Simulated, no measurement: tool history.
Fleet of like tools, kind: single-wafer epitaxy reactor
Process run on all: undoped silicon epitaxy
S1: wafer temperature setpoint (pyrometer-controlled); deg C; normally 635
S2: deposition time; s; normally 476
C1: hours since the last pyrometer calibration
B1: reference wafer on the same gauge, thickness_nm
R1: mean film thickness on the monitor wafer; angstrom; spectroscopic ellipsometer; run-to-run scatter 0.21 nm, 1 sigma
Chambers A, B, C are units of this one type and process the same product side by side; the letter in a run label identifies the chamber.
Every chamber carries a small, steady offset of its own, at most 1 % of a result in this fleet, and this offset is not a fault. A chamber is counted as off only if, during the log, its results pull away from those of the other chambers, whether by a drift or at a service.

run 1A hour=4.3 | S1=635 S2=476 | C1=728.2 | B1=68.244 | R1=570.25
run 2C hour=8.5 | S1=635 S2=476 | C1=269.3 | B1=68.192 | R1=576.21
run 3B hour=10.4 | S1=635 S2=476 | C1=803.1 | B1=68.275 | R1=569.89
run 4B hour=13.6 | S1=635 S2=476 | C1=806.3 | B1=68.157 | R1=572.14
run 5A hour=17.1 | S1=648 S2=516 | C1=741.0 | B1=68.189 | R1=822.63
run 6C hour=19.5 | S1=648 S2=516 | C1=280.3 | B1=68.192 | R1=825.61
run 7C hour=22.0 | S1=648 S2=516 | C1=282.8 | B1=68.171 | R1=825.58
run 8B hour=23.9 | S1=635 S2=476 | C1=816.6 | B1=68.143 | R1=571.51
run 9A hour=26.7 | S1=635 S2=476 | C1=750.6 | B1=68.166 | R1=575.74
run 10A hour=31.0 | S1=622 S2=476 | C1=754.9 | B1=68.213 | R1=428.12
run 11C hour=33.2 | S1=622 S2=476 | C1=294.0 | B1=68.221 | R1=424.00
run 12B hour=36.1 | S1=622 S2=476 | C1=828.8 | B1=68.267 | R1=422.91
run 13C hour=38.7 | S1=635 S2=413 | C1=299.5 | B1=68.135 | R1=494.70
run 14B hour=41.3 | S1=635 S2=413 | C1=834.0 | B1=68.225 | R1=496.51
run 15A hour=44.9 | S1=635 S2=413 | C1=768.8 | B1=68.245 | R1=501.56
run 16A hour=48.7 | S1=635 S2=476 | C1=772.6 | B1=68.205 | R1=580.21
run 17C hour=52.7 | S1=635 S2=476 | C1=313.5 | B1=68.220 | R1=570.89
run 18B hour=54.8 | S1=628 S2=429 | C1=847.5 | B1=68.194 | R1=439.70
run 19C hour=58.3 | S1=628 S2=429 | C1=319.1 | B1=68.175 | R1=437.79
run 20B hour=61.4 | S1=628 S2=429 | C1=854.1 | B1=68.311 | R1=437.25
run 21A hour=65.2 | S1=625 S2=383 | C1=789.1 | B1=68.174 | R1=381.33
run 22A hour=68.7 | S1=625 S2=383 | C1=792.6 | B1=68.229 | R1=377.85
run 23C hour=72.0 | S1=625 S2=383 | C1=332.8 | B1=68.236 | R1=365.98
run 24B hour=75.8 | S1=635 S2=476 | C1=868.5 | B1=68.214 | R1=570.06
run 25B hour=80.1 | S1=635 S2=476 | C1=872.8 | B1=68.183 | R1=571.29
run 26A hour=82.6 | S1=635 S2=476 | C1=806.5 | B1=68.191 | R1=596.95
run 27C hour=86.5 | S1=635 S2=476 | C1=347.3 | B1=68.175 | R1=572.73
run 28C hour=90.8 | S1=635 S2=476 | C1=351.6 | B1=68.169 | R1=568.28
run 29A hour=93.5 | S1=630 S2=419 | C1=817.4 | B1=68.193 | R1=469.73
run 30B hour=97.4 | S1=630 S2=419 | C1=890.1 | B1=68.201 | R1=448.37

Each of the 3 chambers runs these same settings next. Fill in every chamber's results:
run 31A hour=100.6 | S1=635 S2=441 | R1=?
run 31B hour=100.6 | S1=635 S2=441 | R1=?
run 31C hour=100.6 | S1=635 S2=441 | R1=?

run=31A R1=558.30
run=31B R1=529.88
run=31C R1=534.90

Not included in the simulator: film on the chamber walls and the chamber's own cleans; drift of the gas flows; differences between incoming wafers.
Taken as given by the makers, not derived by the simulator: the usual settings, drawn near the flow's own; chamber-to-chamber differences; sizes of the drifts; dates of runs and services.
